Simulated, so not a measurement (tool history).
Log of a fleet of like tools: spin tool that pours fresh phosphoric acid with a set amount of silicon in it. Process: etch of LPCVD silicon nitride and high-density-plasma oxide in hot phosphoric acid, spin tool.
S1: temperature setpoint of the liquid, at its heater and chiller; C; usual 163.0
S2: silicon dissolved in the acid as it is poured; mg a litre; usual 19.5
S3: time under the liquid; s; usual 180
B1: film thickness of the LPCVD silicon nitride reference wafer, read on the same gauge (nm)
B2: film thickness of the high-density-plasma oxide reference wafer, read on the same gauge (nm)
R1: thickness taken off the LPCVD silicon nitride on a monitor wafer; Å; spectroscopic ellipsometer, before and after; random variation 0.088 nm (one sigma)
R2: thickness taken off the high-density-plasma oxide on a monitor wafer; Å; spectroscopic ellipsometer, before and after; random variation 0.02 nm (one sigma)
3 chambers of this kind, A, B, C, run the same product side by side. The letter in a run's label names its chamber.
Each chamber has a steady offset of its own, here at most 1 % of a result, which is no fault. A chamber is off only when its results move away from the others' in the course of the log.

Run 1B, day 0.208: usual settings; B1 119.97; B2 40.010. Result: R1 147.820 Å, R2 5.3904 Å.
Run 2C, day 0.338: usual settings; B1 120.02; B2 39.976. Result: R1 144.700 Å, R2 5.6419 Å.
Run 3A, day 0.608: usual settings; B1 120.00; B2 40.016. Result: R1 146.920 Å, R2 5.1849 Å.
Run 4A, day 0.829: usual settings; B1 120.02; B2 39.986. Result: R1 147.110 Å, R2 5.1799 Å.
Run 5C, day 1.079: usual settings; B1 119.98; B2 39.997. Result: R1 145.130 Å, R2 5.3698 Å.
Run 6B, day 1.200: usual settings; B1 120.01; B2 39.996. Result: R1 145.940 Å, R2 5.1437 Å.
Run 7C, day 1.388: usual settings; B1 120.02; B2 39.961. Result: R1 146.710 Å, R2 5.2002 Å.
Run 8A, day 1.583: usual settings; B1 119.96; B2 39.963. Result: R1 146.410 Å, R2 5.5952 Å.
Run 9B, day 1.746: usual settings; B1 120.04; B2 40.039. Result: R1 148.420 Å, R2 5.0025 Å.
Run 10A, day 1.962: usual settings; B1 119.97; B2 40.001. Result: R1 146.750 Å, R2 5.3939 Å.
Run 11B, day 2.158: usual settings; B1 120.00; B2 40.013. Result: R1 147.510 Å, R2 5.4495 Å.
Run 12C, day 2.358: usual settings; B1 120.01; B2 39.985. Result: R1 143.600 Å, R2 5.2980 Å.
Run 13A, day 2.538: usual settings; B1 120.00; B2 40.037. Result: R1 146.920 Å, R2 5.3026 Å.
Run 14B, day 2.758: usual settings but S1 161.5 C, S3 105 s; B1 119.96; B2 40.015. Result: R1 81.441 Å, R2 2.7963 Å.
Run 15C, day 2.983: usual settings but S1 161.5 C, S3 105 s; B1 120.01; B2 40.000. Result: R1 80.660 Å, R2 2.8639 Å.
Run 16A, day 3.221: usual settings but S1 161.5 C, S3 105 s; B1 119.98; B2 40.020. Result: R1 80.392 Å, R2 2.9181 Å.
At day 3.267: chamber A: thermometer replaced.
Run 17B, day 3.346: usual settings; B1 119.98; B2 39.985. Result: R1 148.530 Å, R2 5.1078 Å.
At day 3.379: chamber C: heated supply line repaired.
Run 18C, day 3.492: usual settings but S3 140 s; B1 120.00; B2 40.040. Result: R1 114.000 Å, R2 4.1052 Å.
Run 19B, day 3.762: usual settings but S3 140 s; B1 120.01; B2 40.011. Result: R1 114.080 Å, R2 4.1234 Å.
Run 20A, day 3.904: usual settings but S3 140 s; B1 120.00; B2 40.012. Result: R1 114.120 Å, R2 4.1693 Å.
Run 21C, day 4.121: usual settings; B1 119.96; B2 39.995. Result: R1 146.500 Å, R2 5.3494 Å.
Run 22A, day 4.258: usual settings; B1 119.98; B2 40.011. Result: R1 146.500 Å, R2 5.3637 Å.

Next, every chamber runs the same settings. What will each give?
Run 23A, day 4.454: usual settings but S3 90 s. Result: R1 ?, R2 ?.
Run 23B, day 4.454: usual settings but S3 90 s. Result: R1 ?, R2 ?.
Run 23C, day 4.454: usual settings but S3 90 s. Result: R1 ?, R2 ?.

run      R1      R2
23A  73.562  2.7019
23B  73.664  2.7623
23C  72.594  2.7103

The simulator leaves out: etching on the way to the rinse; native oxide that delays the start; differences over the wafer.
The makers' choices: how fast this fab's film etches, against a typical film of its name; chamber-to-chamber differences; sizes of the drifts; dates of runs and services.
